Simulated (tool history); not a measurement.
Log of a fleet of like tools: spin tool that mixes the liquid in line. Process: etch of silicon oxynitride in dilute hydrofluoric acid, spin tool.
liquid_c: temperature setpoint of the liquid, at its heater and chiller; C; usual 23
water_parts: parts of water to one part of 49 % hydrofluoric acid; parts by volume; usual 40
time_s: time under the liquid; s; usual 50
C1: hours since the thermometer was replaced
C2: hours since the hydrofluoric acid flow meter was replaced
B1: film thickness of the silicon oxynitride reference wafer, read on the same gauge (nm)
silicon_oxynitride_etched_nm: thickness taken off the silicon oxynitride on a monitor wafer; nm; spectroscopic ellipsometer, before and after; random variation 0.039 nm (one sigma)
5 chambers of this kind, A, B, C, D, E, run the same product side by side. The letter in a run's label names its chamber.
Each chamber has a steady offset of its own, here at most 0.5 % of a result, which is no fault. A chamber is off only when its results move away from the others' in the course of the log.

{"run": "1A", "hour": 9.4, "liquid_c": 23, "water_parts": 40, "time_s": 50, "C1": 1424.3, "C2": 1262.8, "B1": 29.991, "silicon_oxynitride_etched_nm": 4.3504}
{"run": "2B", "hour": 18.5, "liquid_c": 23, "water_parts": 40, "time_s": 50, "C1": 426.1, "C2": 1099, "B1": 29.995, "silicon_oxynitride_etched_nm": 4.3015}
{"run": "3D", "hour": 25.3, "liquid_c": 23, "water_parts": 40, "time_s": 50, "C1": 98.9, "C2": 49.2, "B1": 29.983, "silicon_oxynitride_etched_nm": 4.2392}
{"run": "4E", "hour": 35.0, "liquid_c": 23, "water_parts": 40, "time_s": 50, "C1": 624.1, "C2": 343.8, "B1": 30.006, "silicon_oxynitride_etched_nm": 4.3187}
{"run": "5C", "hour": 43.7, "liquid_c": 23, "water_parts": 40, "time_s": 50, "C1": 647.5, "C2": 843.5, "B1": 30.006, "silicon_oxynitride_etched_nm": 4.3207}
{"run": "6D", "hour": 50.0, "liquid_c": 23, "water_parts": 40, "time_s": 50, "C1": 123.6, "C2": 73.9, "B1": 30.003, "silicon_oxynitride_etched_nm": 4.2644}
{"run": "7C", "hour": 57.0, "liquid_c": 23, "water_parts": 40, "time_s": 50, "C1": 660.8, "C2": 856.8, "B1": 29.998, "silicon_oxynitride_etched_nm": 4.3649}
{"hour": 57.5, "done": "chamber C: hydrofluoric acid flow meter replaced"}
{"run": "8B", "hour": 62.6, "liquid_c": 20.5, "water_parts": 40, "time_s": 50, "C1": 470.2, "C2": 1143.1, "B1": 29.973, "silicon_oxynitride_etched_nm": 3.832}
{"run": "9E", "hour": 73.1, "liquid_c": 20.5, "water_parts": 40, "time_s": 50, "C1": 662.2, "C2": 381.9, "B1": 30.012, "silicon_oxynitride_etched_nm": 3.7831}
{"run": "10A", "hour": 78.5, "liquid_c": 20.5, "water_parts": 40, "time_s": 50, "C1": 1493.4, "C2": 1331.9, "B1": 30.015, "silicon_oxynitride_etched_nm": 3.8361}
{"run": "11C", "hour": 83.8, "liquid_c": 20.5, "water_parts": 40, "time_s": 50, "C1": 687.6, "C2": 26.4, "B1": 30.003, "silicon_oxynitride_etched_nm": 3.7668}
{"run": "12E", "hour": 91.8, "liquid_c": 20.5, "water_parts": 40, "time_s": 50, "C1": 680.9, "C2": 400.6, "B1": 30, "silicon_oxynitride_etched_nm": 3.7809}
{"run": "13A", "hour": 97.0, "liquid_c": 23, "water_parts": 40, "time_s": 50, "C1": 1511.9, "C2": 1350.4, "B1": 30.033, "silicon_oxynitride_etched_nm": 4.305}
{"run": "14D", "hour": 104.6, "liquid_c": 23, "water_parts": 40, "time_s": 50, "C1": 178.2, "C2": 128.5, "B1": 30.008, "silicon_oxynitride_etched_nm": 4.269}
{"run": "15B", "hour": 113.2, "liquid_c": 19, "water_parts": 40, "time_s": 70, "C1": 520.8, "C2": 1193.7, "B1": 29.992, "silicon_oxynitride_etched_nm": 5.0122}
{"run": "16A", "hour": 124.3, "liquid_c": 19, "water_parts": 40, "time_s": 70, "C1": 1539.2, "C2": 1377.7, "B1": 30.01, "silicon_oxynitride_etched_nm": 4.9939}
{"run": "17D", "hour": 131.7, "liquid_c": 19, "water_parts": 40, "time_s": 70, "C1": 205.3, "C2": 155.6, "B1": 29.977, "silicon_oxynitride_etched_nm": 4.8441}
{"run": "18C", "hour": 140.9, "liquid_c": 19, "water_parts": 40, "time_s": 70, "C1": 744.7, "C2": 83.5, "B1": 29.992, "silicon_oxynitride_etched_nm": 4.9054}
{"run": "19B", "hour": 151.6, "liquid_c": 19, "water_parts": 40, "time_s": 70, "C1": 559.2, "C2": 1232.1, "B1": 29.989, "silicon_oxynitride_etched_nm": 4.9283}
{"run": "20E", "hour": 161.1, "liquid_c": 23, "water_parts": 30, "time_s": 40, "C1": 750.2, "C2": 469.9, "B1": 30.019, "silicon_oxynitride_etched_nm": 4.3797}
{"run": "21C", "hour": 171.1, "liquid_c": 23, "water_parts": 30, "time_s": 40, "C1": 774.9, "C2": 113.7, "B1": 30.024, "silicon_oxynitride_etched_nm": 4.5981}
{"run": "22D", "hour": 180.7, "liquid_c": 23, "water_parts": 30, "time_s": 40, "C1": 254.3, "C2": 204.6, "B1": 29.994, "silicon_oxynitride_etched_nm": 4.562}
{"run": "23E", "hour": 190.6, "liquid_c": 23, "water_parts": 30, "time_s": 40, "C1": 779.7, "C2": 499.4, "B1": 30.004, "silicon_oxynitride_etched_nm": 4.2949}
{"run": "24B", "hour": 201.1, "liquid_c": 23, "water_parts": 30, "time_s": 40, "C1": 608.7, "C2": 1281.6, "B1": 29.962, "silicon_oxynitride_etched_nm": 4.6648}
{"run": "25A", "hour": 206.9, "liquid_c": 23, "water_parts": 40, "time_s": 50, "C1": 1621.8, "C2": 1460.3, "B1": 30.023, "silicon_oxynitride_etched_nm": 4.3903}
{"run": "26A", "hour": 217.7, "liquid_c": 23, "water_parts": 40, "time_s": 50, "C1": 1632.6, "C2": 1471.1, "B1": 29.993, "silicon_oxynitride_etched_nm": 4.3022}
{"run": "27E", "hour": 228.4, "liquid_c": 23, "water_parts": 45, "time_s": 70, "C1": 817.5, "C2": 537.2, "B1": 29.997, "silicon_oxynitride_etched_nm": 4.9264}
{"run": "28B", "hour": 236.2, "liquid_c": 23, "water_parts": 45, "time_s": 70, "C1": 643.8, "C2": 1316.7, "B1": 29.964, "silicon_oxynitride_etched_nm": 5.4161}
{"run": "29C", "hour": 246.4, "liquid_c": 23, "water_parts": 45, "time_s": 70, "C1": 850.2, "C2": 189, "B1": 30.04, "silicon_oxynitride_etched_nm": 5.3291}
{"run": "30D", "hour": 254.3, "liquid_c": 23, "water_parts": 45, "time_s": 70, "C1": 327.9, "C2": 278.2, "B1": 29.983, "silicon_oxynitride_etched_nm": 5.2565}
{"run": "31E", "hour": 261.8, "liquid_c": 23, "water_parts": 45, "time_s": 70, "C1": 850.9, "C2": 570.6, "B1": 30.019, "silicon_oxynitride_etched_nm": 4.819}
{"run": "32D", "hour": 271.9, "liquid_c": 23, "water_parts": 40, "time_s": 50, "C1": 345.5, "C2": 295.8, "B1": 29.992, "silicon_oxynitride_etched_nm": 4.2112}
{"run": "33C", "hour": 278.7, "liquid_c": 23, "water_parts": 40, "time_s": 50, "C1": 882.5, "C2": 221.3, "B1": 30, "silicon_oxynitride_etched_nm": 4.2571}
{"run": "34B", "hour": 286.6, "liquid_c": 23, "water_parts": 40, "time_s": 50, "C1": 694.2, "C2": 1367.1, "B1": 30, "silicon_oxynitride_etched_nm": 4.2909}

All 5 chambers run these settings next. Forecast each chamber's results:
{"run": "35A", "hour": 295.1, "liquid_c": 23, "water_parts": 30, "time_s": 50, "silicon_oxynitride_etched_nm": "?"}
{"run": "35B", "hour": 295.1, "liquid_c": 23, "water_parts": 30, "time_s": 50, "silicon_oxynitride_etched_nm": "?"}
{"run": "35C", "hour": 295.1, "liquid_c": 23, "water_parts": 30, "time_s": 50, "silicon_oxynitride_etched_nm": "?"}
{"run": "35D", "hour": 295.1, "liquid_c": 23, "water_parts": 30, "time_s": 50, "silicon_oxynitride_etched_nm": "?"}
{"run": "35E", "hour": 295.1, "liquid_c": 23, "water_parts": 30, "time_s": 50, "silicon_oxynitride_etched_nm": "?"}

run=35A silicon_oxynitride_etched_nm=5.7458
run=35B silicon_oxynitride_etched_nm=5.808
run=35C silicon_oxynitride_etched_nm=5.8388
run=35D silicon_oxynitride_etched_nm=5.7882
run=35E silicon_oxynitride_etched_nm=5.1518

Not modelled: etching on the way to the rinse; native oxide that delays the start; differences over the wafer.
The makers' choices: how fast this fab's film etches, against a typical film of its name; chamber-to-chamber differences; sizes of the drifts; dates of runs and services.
